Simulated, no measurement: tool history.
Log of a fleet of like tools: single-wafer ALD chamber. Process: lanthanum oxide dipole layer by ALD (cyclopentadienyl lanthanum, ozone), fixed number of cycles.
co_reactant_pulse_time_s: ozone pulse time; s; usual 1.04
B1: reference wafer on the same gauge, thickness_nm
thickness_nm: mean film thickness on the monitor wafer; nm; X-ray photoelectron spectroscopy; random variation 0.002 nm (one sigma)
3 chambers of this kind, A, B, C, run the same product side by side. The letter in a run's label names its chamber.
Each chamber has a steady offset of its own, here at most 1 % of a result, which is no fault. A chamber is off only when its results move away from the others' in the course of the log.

run 1B hour=7.1 | co_reactant_pulse_time_s=1.04 | B1=0.47790 | thickness_nm=0.50037
run 2A hour=16.5 | co_reactant_pulse_time_s=1.04 | B1=0.47769 | thickness_nm=0.50433
run 3C hour=28.4 | co_reactant_pulse_time_s=1.04 | B1=0.47804 | thickness_nm=0.50221
run 4C hour=39.5 | co_reactant_pulse_time_s=1.04 | B1=0.47813 | thickness_nm=0.50407
run 5A hour=49.8 | co_reactant_pulse_time_s=1.04 | B1=0.47834 | thickness_nm=0.50224
run 6B hour=57.5 | co_reactant_pulse_time_s=1.04 | B1=0.47792 | thickness_nm=0.50117
run 7A hour=65.8 | co_reactant_pulse_time_s=1.04 | B1=0.47870 | thickness_nm=0.50596
run 8C hour=76.6 | co_reactant_pulse_time_s=1.04 | B1=0.47820 | thickness_nm=0.50219
run 9B hour=89.2 | co_reactant_pulse_time_s=1.04 | B1=0.47796 | thickness_nm=0.50078
run 10A hour=101.6 | co_reactant_pulse_time_s=1.04 | B1=0.47846 | thickness_nm=0.50248
run 11C hour=116.4 | co_reactant_pulse_time_s=1.04 | B1=0.47802 | thickness_nm=0.50232
run 12B hour=124.3 | co_reactant_pulse_time_s=1.04 | B1=0.47746 | thickness_nm=0.50357
run 13C hour=131.2 | co_reactant_pulse_time_s=1.04 | B1=0.47820 | thickness_nm=0.50648
run 14B hour=138.8 | co_reactant_pulse_time_s=1.04 | B1=0.47806 | thickness_nm=0.50254
run 15A hour=149.3 | co_reactant_pulse_time_s=1.04 | B1=0.47855 | thickness_nm=0.50749
run 16A hour=157.1 | co_reactant_pulse_time_s=1.04 | B1=0.47822 | thickness_nm=0.50151
run 17B hour=168.7 | co_reactant_pulse_time_s=1.04 | B1=0.47803 | thickness_nm=0.49849
-- hour=173.0 chamber B: ozone generator serviced
run 18C hour=176.9 | co_reactant_pulse_time_s=1.04 | B1=0.47819 | thickness_nm=0.50598
run 19B hour=192.2 | co_reactant_pulse_time_s=1.04 | B1=0.47732 | thickness_nm=0.50258
run 20C hour=205.6 | co_reactant_pulse_time_s=1.27 | B1=0.47751 | thickness_nm=0.52935
run 21A hour=217.1 | co_reactant_pulse_time_s=1.27 | B1=0.47817 | thickness_nm=0.53185
-- hour=219.4 chamber C: ozone generator serviced
run 22B hour=231.8 | co_reactant_pulse_time_s=1.27 | B1=0.47809 | thickness_nm=0.52999
run 23C hour=244.7 | co_reactant_pulse_time_s=1.04 | B1=0.47846 | thickness_nm=0.50045
run 24A hour=258.3 | co_reactant_pulse_time_s=1.04 | B1=0.47776 | thickness_nm=0.50944
run 25C hour=273.3 | co_reactant_pulse_time_s=1.04 | B1=0.47796 | thickness_nm=0.50240
run 26B hour=288.6 | co_reactant_pulse_time_s=1.04 | B1=0.47782 | thickness_nm=0.49785
run 27A hour=304.1 | co_reactant_pulse_time_s=1.04 | B1=0.47790 | thickness_nm=0.50358
run 28C hour=318.6 | co_reactant_pulse_time_s=1.04 | B1=0.47841 | thickness_nm=0.50412
run 29B hour=328.8 | co_reactant_pulse_time_s=1.04 | B1=0.47815 | thickness_nm=0.50079
run 30A hour=339.5 | co_reactant_pulse_time_s=1.04 | B1=0.47799 | thickness_nm=0.50368
run 31C hour=350.2 | co_reactant_pulse_time_s=1.04 | B1=0.47801 | thickness_nm=0.50248
run 32B hour=357.3 | co_reactant_pulse_time_s=1.04 | B1=0.47775 | thickness_nm=0.50014
run 33A hour=366.3 | co_reactant_pulse_time_s=1.04 | B1=0.47745 | thickness_nm=0.50597
run 34B hour=374.6 | co_reactant_pulse_time_s=1.04 | B1=0.47824 | thickness_nm=0.49926
-- hour=381.7 chamber A: ozone generator serviced
run 35C hour=388.4 | co_reactant_pulse_time_s=1.04 | B1=0.47807 | thickness_nm=0.50372
run 36A hour=403.5 | co_reactant_pulse_time_s=0.82 | B1=0.47822 | thickness_nm=0.46375
run 37C hour=413.9 | co_reactant_pulse_time_s=0.82 | B1=0.47783 | thickness_nm=0.46336
run 38A hour=423.7 | co_reactant_pulse_time_s=0.82 | B1=0.47834 | thickness_nm=0.46716
run 39B hour=438.9 | co_reactant_pulse_time_s=1.04 | B1=0.47805 | thickness_nm=0.49966
run 40B hour=449.4 | co_reactant_pulse_time_s=1.04 | B1=0.47820 | thickness_nm=0.50059
run 41C hour=463.6 | co_reactant_pulse_time_s=1.04 | B1=0.47779 | thickness_nm=0.50556
run 42A hour=470.8 | co_reactant_pulse_time_s=1.04 | B1=0.47801 | thickness_nm=0.50174
run 43A hour=477.7 | co_reactant_pulse_time_s=1.04 | B1=0.47770 | thickness_nm=0.50469
run 44C hour=488.0 | co_reactant_pulse_time_s=0.78 | B1=0.47826 | thickness_nm=0.45956

Is one chamber off against the others, does the gauge drift, or is nothing wrong? If a chamber is off, say which, and what the likeliest cause is.

No chamber stands off beyond its own small offset, and the gauge holds steady.

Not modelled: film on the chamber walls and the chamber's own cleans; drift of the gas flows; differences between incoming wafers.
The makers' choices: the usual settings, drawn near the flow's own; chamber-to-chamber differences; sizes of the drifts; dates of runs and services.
